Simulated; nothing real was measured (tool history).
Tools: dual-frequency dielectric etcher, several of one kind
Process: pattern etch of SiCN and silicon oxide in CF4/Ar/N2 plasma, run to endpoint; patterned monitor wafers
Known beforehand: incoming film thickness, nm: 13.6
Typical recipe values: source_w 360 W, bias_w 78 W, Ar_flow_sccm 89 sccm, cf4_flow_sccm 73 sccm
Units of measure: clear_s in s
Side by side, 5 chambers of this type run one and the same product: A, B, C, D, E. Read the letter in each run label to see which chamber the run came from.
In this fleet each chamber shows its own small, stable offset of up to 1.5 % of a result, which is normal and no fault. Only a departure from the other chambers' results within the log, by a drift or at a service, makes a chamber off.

| run | day | source_w | bias_w | Ar_flow_sccm | cf4_flow_sccm | hours since the last wet clean | hours since the last source power generator calibration | hours since the last bias power generator calibration | hours since the last Ar flow controller change | hours since the last CF4 flow controller change | clear_s |
|---|---|---|---|---|---|---|---|---|---|---|---|
| 1C | 0.517 | 360 | 78 | 89 | 73 | 204.9 | 3475.1 | 1292.0 | 1213.7 | 34.3 | 18.220 |
| 2A | 0.904 | 360 | 78 | 89 | 73 | 262.3 | 224.6 | 2924.5 | 2098.0 | 2239.7 | 18.201 |
| 3E | 1.333 | 360 | 78 | 89 | 73 | 571.5 | 934.2 | 1547.6 | 877.2 | 3621.8 | 18.331 |
| 4B | 1.567 | 360 | 78 | 89 | 73 | 108.1 | 1078.2 | 1033.6 | 1731.3 | 1446.0 | 18.300 |
| 5D | 1.871 | 360 | 78 | 89 | 73 | 284.4 | 193.6 | 2915.8 | 1500.0 | 1959.5 | 18.312 |
|  | 2.258 | chamber B: Ar flow controller replaced |
| 6E | 2.308 | 360 | 78 | 89 | 73 | 594.9 | 957.6 | 1571.0 | 900.6 | 3645.2 | 18.527 |
| 7D | 2.775 | 360 | 78 | 89 | 73 | 306.1 | 215.3 | 2937.5 | 1521.7 | 1981.2 | 18.407 |
| 8A | 3.212 | 360 | 78 | 89 | 73 | 317.7 | 280.0 | 2979.9 | 2153.4 | 2295.1 | 18.355 |
| 9B | 3.583 | 360 | 78 | 89 | 73 | 156.5 | 1126.6 | 1082.0 | 31.9 | 1494.4 | 18.332 |
| 10C | 4.050 | 360 | 78 | 89 | 73 | 289.7 | 3559.9 | 1376.8 | 1298.5 | 119.1 | 18.063 |
| 11E | 4.592 | 360 | 78 | 89 | 73 | 649.7 | 1012.4 | 1625.8 | 955.4 | 3700.0 | 18.280 |
| 12B | 4.967 | 290 | 78 | 89 | 73 | 189.7 | 1159.8 | 1115.2 | 65.1 | 1527.6 | 21.886 |
| 13C | 5.342 | 290 | 78 | 89 | 73 | 320.7 | 3590.9 | 1407.8 | 1329.5 | 150.1 | 22.074 |
|  | 5.367 | chamber E: wet clean of the chamber |
| 14D | 5.733 | 290 | 78 | 89 | 73 | 377.1 | 286.3 | 3008.5 | 1592.7 | 2052.2 | 22.232 |
| 15A | 6.229 | 290 | 78 | 89 | 73 | 390.1 | 352.4 | 3052.3 | 2225.8 | 2367.5 | 22.177 |
| 16A | 6.633 | 290 | 78 | 89 | 73 | 399.8 | 362.1 | 3062.0 | 2235.5 | 2377.2 | 22.226 |
| 17E | 6.888 | 440 | 78 | 89 | 73 | 36.5 | 1067.5 | 1680.9 | 1010.5 | 3755.1 | 15.431 |
| 18B | 7.321 | 440 | 78 | 89 | 73 | 246.2 | 1216.3 | 1171.7 | 121.6 | 1584.1 | 15.134 |
| 19C | 7.575 | 440 | 78 | 89 | 73 | 374.3 | 3644.5 | 1461.4 | 1383.1 | 203.7 | 15.119 |
| 20D | 8.108 | 440 | 78 | 89 | 73 | 434.1 | 343.3 | 3065.5 | 1649.7 | 2109.2 | 15.338 |
| 21D | 8.500 | 440 | 78 | 89 | 73 | 443.5 | 352.7 | 3074.9 | 1659.1 | 2118.6 | 15.526 |
| 22B | 8.738 | 360 | 78 | 99 | 67 | 280.2 | 1250.3 | 1205.7 | 155.6 | 1618.1 | 18.527 |
| 23A | 9.246 | 360 | 78 | 99 | 67 | 462.5 | 424.8 | 3124.7 | 2298.2 | 2439.9 | 18.765 |
|  | 9.312 | chamber D: wet clean of the chamber |
| 24C | 9.558 | 360 | 78 | 99 | 67 | 421.9 | 3692.1 | 1509.0 | 1430.7 | 251.3 | 18.738 |
| 25E | 9.875 | 360 | 78 | 99 | 67 | 108.2 | 1139.2 | 1752.6 | 1082.2 | 3826.8 | 19.058 |
| 26D | 10.404 | 360 | 78 | 99 | 67 | 26.2 | 398.4 | 3120.6 | 1704.8 | 2164.3 | 18.788 |
|  | 10.808 | chamber E: CF4 flow controller replaced |
| 27C | 10.862 | 360 | 78 | 89 | 73 | 453.2 | 3723.4 | 1540.3 | 1462.0 | 282.6 | 18.002 |
| 28B | 11.246 | 360 | 78 | 89 | 73 | 340.4 | 1310.5 | 1265.9 | 215.8 | 1678.3 | 18.108 |
|  | 11.392 | chamber C: bias power generator calibrated |
|  | 11.621 | chamber A: wet clean of the chamber |
| 29A | 11.671 | 360 | 78 | 89 | 73 | 1.3 | 483.0 | 3182.9 | 2356.4 | 2498.1 | 18.237 |
| 30E | 12.017 | 360 | 78 | 89 | 73 | 159.6 | 1190.6 | 1804.0 | 1133.6 | 29.1 | 18.305 |
| 31D | 12.429 | 360 | 84 | 89 | 88 | 74.8 | 447.0 | 3169.2 | 1753.4 | 2212.9 | 17.560 |
|  | 12.562 | chamber E: bias power generator calibrated |
| 32C | 12.812 | 360 | 84 | 89 | 88 | 500.0 | 3770.2 | 34.1 | 1508.8 | 329.4 | 17.144 |
| 33A | 13.100 | 360 | 84 | 89 | 88 | 35.6 | 517.3 | 3217.2 | 2390.7 | 2532.4 | 17.328 |
|  | 13.246 | chamber D: CF4 flow controller replaced |
| 34B | 13.646 | 360 | 84 | 89 | 88 | 398.0 | 1368.1 | 1323.5 | 273.4 | 1735.9 | 16.767 |
| 35E | 14.162 | 360 | 84 | 89 | 88 | 211.1 | 1242.1 | 38.4 | 1185.1 | 80.6 | 17.428 |
| 36E | 14.458 | 360 | 78 | 89 | 73 | 218.2 | 1249.2 | 45.5 | 1192.2 | 87.7 | 18.467 |
| 37B | 14.996 | 360 | 78 | 89 | 73 | 430.4 | 1400.5 | 1355.9 | 305.8 | 1768.3 | 17.637 |
| 38A | 15.408 | 360 | 65 | 89 | 73 | 91.0 | 572.7 | 3272.6 | 2446.1 | 2587.8 | 19.464 |
| 39C | 15.667 | 360 | 65 | 89 | 73 | 568.5 | 3838.7 | 102.6 | 1577.3 | 397.9 | 19.196 |
| 40D | 15.971 | 360 | 65 | 89 | 73 | 159.8 | 532.0 | 3254.2 | 1838.4 | 65.5 | 19.459 |
| 41E | 16.379 | 360 | 65 | 89 | 73 | 264.3 | 1295.3 | 91.6 | 1238.3 | 133.8 | 19.667 |

The same settings go to every chamber for the next run, one line per chamber below. Forecast the results for each:
| 42A | 16.767 | 360 | 59 | 89 | 73 |  |  |  |  |  | ? |
| 42B | 16.767 | 360 | 59 | 89 | 73 |  |  |  |  |  | ? |
| 42C | 16.767 | 360 | 59 | 89 | 73 |  |  |  |  |  | ? |
| 42D | 16.767 | 360 | 59 | 89 | 73 |  |  |  |  |  | ? |
| 42E | 16.767 | 360 | 59 | 89 | 73 |  |  |  |  |  | ? |

| run | clear_s |
|---|---|
| 42A | 19.953 |
| 42B | 19.241 |
| 42C | 19.908 |
| 42D | 20.265 |
| 42E | 20.149 |

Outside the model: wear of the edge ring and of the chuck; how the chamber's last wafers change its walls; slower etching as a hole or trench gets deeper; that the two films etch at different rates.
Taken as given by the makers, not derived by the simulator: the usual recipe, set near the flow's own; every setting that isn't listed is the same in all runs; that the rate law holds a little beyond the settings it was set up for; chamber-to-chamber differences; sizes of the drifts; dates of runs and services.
